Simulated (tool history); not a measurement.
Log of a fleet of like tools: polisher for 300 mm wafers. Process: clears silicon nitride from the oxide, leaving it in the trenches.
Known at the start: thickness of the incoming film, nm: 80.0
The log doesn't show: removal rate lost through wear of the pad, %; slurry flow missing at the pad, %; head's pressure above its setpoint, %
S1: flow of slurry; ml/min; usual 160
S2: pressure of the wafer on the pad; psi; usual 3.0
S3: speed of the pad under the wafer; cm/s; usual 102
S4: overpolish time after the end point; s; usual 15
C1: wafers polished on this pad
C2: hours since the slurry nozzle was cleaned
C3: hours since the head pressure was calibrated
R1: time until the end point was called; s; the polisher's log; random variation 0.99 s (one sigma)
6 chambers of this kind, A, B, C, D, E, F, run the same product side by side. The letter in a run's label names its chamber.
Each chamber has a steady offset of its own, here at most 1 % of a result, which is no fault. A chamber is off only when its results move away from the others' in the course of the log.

run	day	S1	S2	S3	S4	C1	C2	C3	R1
1C	0.517	160	3.0	102	15	300	256.4	144.0	77.579
# day 0.867: chamber B: worn pad replaced by a new one
2E	0.904	160	3.0	102	15	1005	232.0	890.9	75.559
# day 0.988: chamber A: worn pad replaced by a new one
# day 1.308: chamber E: head pressure recalibrated
# day 1.342: chamber E: worn pad replaced by a new one
3A	1.433	160	3.0	102	15	103	72.4	1067.9	76.110
4B	1.896	160	3.0	102	15	238	94.4	496.7	77.237
# day 2.025: chamber F: worn pad replaced by a new one
5D	2.267	160	3.0	102	15	789	190.9	176.2	75.317
6F	2.742	160	3.0	102	15	165	285.3	782.0	78.928
# day 3.125: chamber C: worn pad replaced by a new one
# day 3.158: chamber F: slurry nozzle cleaned
7B	3.262	160	3.0	102	15	554	127.2	529.5	77.472
8C	3.696	160	3.0	102	15	132	332.7	220.3	78.393
# day 3.975: chamber D: worn pad replaced by a new one
9F	4.054	160	3.0	102	15	468	21.5	813.5	76.202
# day 4.125: chamber A: worn pad replaced by a new one
10A	4.292	160	3.0	102	15	39	141.0	1136.5	79.536
# day 4.362: chamber B: worn pad replaced by a new one
11E	4.758	160	3.0	102	15	789	324.5	82.8	75.521
# day 5.067: chamber F: worn pad replaced by a new one
12D	5.142	160	3.0	102	15	269	259.9	245.2	77.165
13C	5.442	160	3.0	102	15	535	374.6	262.2	78.241
14A	5.717	160	3.0	102	15	368	175.2	1170.7	77.900
15D	6.079	200	3.0	102	15	486	282.4	267.7	75.613
# day 6.279: chamber E: worn pad replaced by a new one
16E	6.442	200	3.0	102	15	38	364.9	123.2	76.205
17B	6.825	200	3.0	102	15	568	212.7	615.0	73.613
# day 6.850: chamber C: worn pad replaced by a new one
18F	7.229	200	3.0	102	15	499	97.7	889.7	74.386
# day 7.292: chamber B: worn pad replaced by a new one
# day 7.608: chamber A: worn pad replaced by a new one
19E	7.762	200	3.0	102	15	343	396.6	154.9	74.087
20A	8.204	200	3.0	102	15	137	234.9	1230.4	76.741
21F	8.496	160	3.0	102	15	792	128.1	920.1	78.757
22D	8.792	160	3.0	102	15	1112	347.5	332.8	79.937
# day 8.975: chamber F: worn pad replaced by a new one
23B	9.325	130	3.0	102	15	470	272.7	675.0	79.048
# day 9.525: chamber D: worn pad replaced by a new one
# day 9.571: chamber E: slurry nozzle cleaned
24C	9.629	130	3.0	102	15	642	475.1	362.7	80.809
25C	10.158	130	3.0	102	15	764	487.8	375.4	77.960
# day 10.596: chamber B: worn pad replaced by a new one
26B	10.696	130	3.0	102	15	23	305.6	707.9	78.419
# day 10.875: chamber C: worn pad replaced by a new one
# day 10.912: chamber A: worn pad replaced by a new one
# day 11.088: chamber A: slurry nozzle cleaned
27D	11.200	130	3.0	102	15	387	405.3	390.6	84.719
28E	11.446	130	3.0	102	15	1193	45.1	243.3	79.289
29F	11.683	160	3.0	102	15	625	204.6	996.6	78.311
# day 11.879: chamber E: worn pad replaced by a new one
30A	12.042	160	3.0	102	15	261	23.0	1322.5	77.386
# day 12.275: chamber C: slurry nozzle cleaned
# day 12.442: chamber F: worn pad replaced by a new one
31E	12.583	160	3.0	102	15	162	72.4	270.6	77.230
32C	13.075	160	3.0	102	15	508	19.3	445.4	76.437
# day 13.346: chamber D: head pressure recalibrated
33D	13.450	160	3.0	102	15	906	459.3	2.6	80.720
# day 13.546: chamber B: worn pad replaced by a new one
34A	13.696	160	3.0	102	15	643	62.7	1362.2	78.057
35F	14.133	160	3.0	102	15	391	263.4	1055.4	77.695
# day 14.242: chamber A: worn pad replaced by a new one
36B	14.492	160	3.0	102	15	219	396.7	799.0	75.918
37A	14.754	160	3.6	124	15	119	88.1	1387.6	52.695
38E	15.054	160	3.6	124	15	733	131.7	329.9	53.296
# day 15.221: chamber C: worn pad replaced by a new one
# day 15.479: chamber F: worn pad replaced by a new one
39B	15.483	160	3.6	124	15	448	420.5	822.8	52.144
# day 15.692: chamber F: slurry nozzle cleaned
40D	15.875	160	3.6	124	15	1466	517.5	60.8	57.571
# day 16.258: chamber B: head pressure recalibrated
41C	16.396	160	3.6	124	15	271	99.0	525.1	53.797
42F	16.783	160	3.6	124	15	301	26.3	1119.0	54.596
43B	17.100	125	4.0	102	15	821	459.3	20.2	59.547

What goes on in this fleet: one chamber off, a drifting gauge, or nothing beyond the chambers' own small offsets? Name the chamber and the cause, if any.

Chamber D drifts away from the others.
Cause: slurry flow missing at the pad, % = 38.5.

Here are 4 candidates for chamber D's next run, each the usual settings with a change, their results left as question marks. Which one brings its results back in line with what the others give on the usual settings?
In line means no further than this from the other chambers' mean on the usual settings: R1 3.500 s
44D-1	17.488	165	3.3	102	15				?
44D-2	17.488	155	3.0	86	15				?
44D-3	17.488	165	3.0	120	15				?
44D-4	17.488	160	3.0	92	15				?

The other chambers' mean on the usual settings: R1 77.303 s
run	R1
44D-1	77.200
44D-2	102.000
44D-3	72.174
44D-4	94.649
44D-1 brings the chamber back in line.

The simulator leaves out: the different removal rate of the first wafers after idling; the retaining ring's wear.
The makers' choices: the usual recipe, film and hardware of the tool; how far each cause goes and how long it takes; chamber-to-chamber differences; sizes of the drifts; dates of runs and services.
